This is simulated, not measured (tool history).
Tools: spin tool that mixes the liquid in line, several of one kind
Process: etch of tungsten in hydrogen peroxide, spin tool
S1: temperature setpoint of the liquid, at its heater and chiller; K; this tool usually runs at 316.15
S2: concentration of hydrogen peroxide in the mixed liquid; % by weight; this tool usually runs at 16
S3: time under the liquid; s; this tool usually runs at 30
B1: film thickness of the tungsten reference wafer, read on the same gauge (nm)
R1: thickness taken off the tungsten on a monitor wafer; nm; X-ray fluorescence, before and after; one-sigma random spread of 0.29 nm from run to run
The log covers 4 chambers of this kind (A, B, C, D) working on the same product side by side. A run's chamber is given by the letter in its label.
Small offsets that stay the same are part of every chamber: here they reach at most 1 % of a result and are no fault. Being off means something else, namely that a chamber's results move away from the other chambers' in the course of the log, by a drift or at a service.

run 1B day=0.304 | S1=316.15 S2=16 S3=30 | B1=69.998 | R1=43.770
run 2C day=0.625 | S1=316.15 S2=16 S3=30 | B1=69.998 | R1=44.009
run 3D day=1.021 | S1=316.15 S2=16 S3=30 | B1=69.981 | R1=44.334
run 4A day=1.367 | S1=316.15 S2=16 S3=30 | B1=70.002 | R1=43.481
run 5C day=1.825 | S1=309.15 S2=16 S3=50 | B1=70.005 | R1=46.538
run 6D day=2.242 | S1=309.15 S2=16 S3=50 | B1=69.971 | R1=46.755
run 7A day=2.725 | S1=309.15 S2=16 S3=50 | B1=69.965 | R1=46.259
-- day=3.058 chamber D: heated supply line repaired
run 8B day=3.142 | S1=309.15 S2=16 S3=50 | B1=70.003 | R1=46.330
run 9A day=3.504 | S1=316.15 S2=16 S3=30 | B1=69.995 | R1=43.270
run 10B day=3.842 | S1=316.15 S2=16 S3=30 | B1=70.013 | R1=43.765
run 11D day=4.450 | S1=316.15 S2=16 S3=30 | B1=69.980 | R1=44.091
run 12C day=4.908 | S1=316.15 S2=16 S3=30 | B1=70.012 | R1=43.671
-- day=5.138 chamber C: peroxide flow meter replaced
run 13D day=5.433 | S1=312.15 S2=20 S3=30 | B1=69.977 | R1=38.012
run 14C day=5.933 | S1=312.15 S2=20 S3=30 | B1=70.016 | R1=37.722
-- day=6.283 chamber D: new drum of peroxide connected
run 15A day=6.546 | S1=312.15 S2=20 S3=30 | B1=70.003 | R1=37.464
run 16B day=6.950 | S1=312.15 S2=20 S3=30 | B1=69.974 | R1=38.109
run 17C day=7.562 | S1=316.15 S2=16 S3=30 | B1=70.004 | R1=43.410
run 18B day=7.858 | S1=316.15 S2=16 S3=30 | B1=70.005 | R1=43.544
-- day=8.108 chamber A: peroxide flow meter replaced
-- day=8.196 chamber B: peroxide flow meter replaced
run 19A day=8.350 | S1=316.15 S2=16 S3=30 | B1=69.986 | R1=43.995
run 20D day=8.775 | S1=316.15 S2=16 S3=30 | B1=69.974 | R1=44.339
run 21A day=9.188 | S1=316.15 S2=19 S3=30 | B1=69.979 | R1=47.173
run 22D day=9.738 | S1=316.15 S2=19 S3=30 | B1=70.025 | R1=48.277
-- day=9.896 chamber A: new drum of peroxide connected
run 23B day=10.238 | S1=316.15 S2=19 S3=30 | B1=70.007 | R1=47.475
run 24C day=10.775 | S1=316.15 S2=19 S3=30 | B1=70.022 | R1=47.207
run 25B day=11.388 | S1=316.15 S2=16 S3=30 | B1=70.016 | R1=42.543
run 26A day=11.808 | S1=312.15 S2=16 S3=30 | B1=69.978 | R1=33.674
run 27C day=12.358 | S1=312.15 S2=16 S3=30 | B1=70.029 | R1=33.820
run 28D day=12.900 | S1=312.15 S2=16 S3=30 | B1=70.021 | R1=34.278
run 29D day=13.333 | S1=312.15 S2=16 S3=30 | B1=70.014 | R1=33.994
-- day=13.633 chamber A: heated supply line repaired
run 30B day=13.917 | S1=322.65 S2=20 S3=30 | B1=69.995 | R1=70.431
-- day=13.954 chamber C: heated supply line repaired
run 31C day=14.508 | S1=322.65 S2=20 S3=30 | B1=70.024 | R1=71.964
run 32A day=14.938 | S1=322.65 S2=20 S3=30 | B1=69.986 | R1=74.743
run 33D day=15.338 | S1=322.65 S2=20 S3=30 | B1=69.983 | R1=73.776
run 34A day=15.946 | S1=316.15 S2=16 S3=30 | B1=69.975 | R1=44.163
run 35C day=16.400 | S1=316.15 S2=13 S3=30 | B1=69.989 | R1=39.153
-- day=16.692 chamber C: new drum of peroxide connected
run 36B day=16.975 | S1=316.15 S2=13 S3=30 | B1=69.980 | R1=36.496
run 37C day=17.362 | S1=316.15 S2=13 S3=30 | B1=69.957 | R1=39.145
run 38D day=17.750 | S1=316.15 S2=13 S3=30 | B1=69.999 | R1=40.140

One chamber off, gauge drift, or nothing amiss beyond the chambers' own small offsets? If it is a chamber, which one, and what is the likeliest cause?

It is chamber B that slowly wanders off from its peers.
Cause: temperature lost on the way to the wafer (K) = 1.47.
The log may not tell that from: liquid colder than its thermometer reads (K).

Here are 4 candidates for chamber B's next run, each the usual settings with a change, their results left as question marks. Which one brings its results back in line with what the others give on the usual settings?
In line here means within this much of the mean the other chambers give on the usual settings: R1 1.000 nm
run 39B-1 day=18.196 | S1=319.15 S2=16.0 S3=30 | R1=?
run 39B-2 day=18.196 | S1=316.15 S2=16.0 S3=25 | R1=?
run 39B-3 day=18.196 | S1=316.15 S2=13.5 S3=30 | R1=?
run 39B-4 day=18.196 | S1=316.15 S2=19.0 S3=30 | R1=?

On the usual settings, the other chambers give on average: R1 43.793 nm
run=39B-1 R1=48.492
run=39B-2 R1=33.324
run=39B-3 R1=36.744
run=39B-4 R1=43.564
With 39B-4, the chamber falls back in line with the rest.

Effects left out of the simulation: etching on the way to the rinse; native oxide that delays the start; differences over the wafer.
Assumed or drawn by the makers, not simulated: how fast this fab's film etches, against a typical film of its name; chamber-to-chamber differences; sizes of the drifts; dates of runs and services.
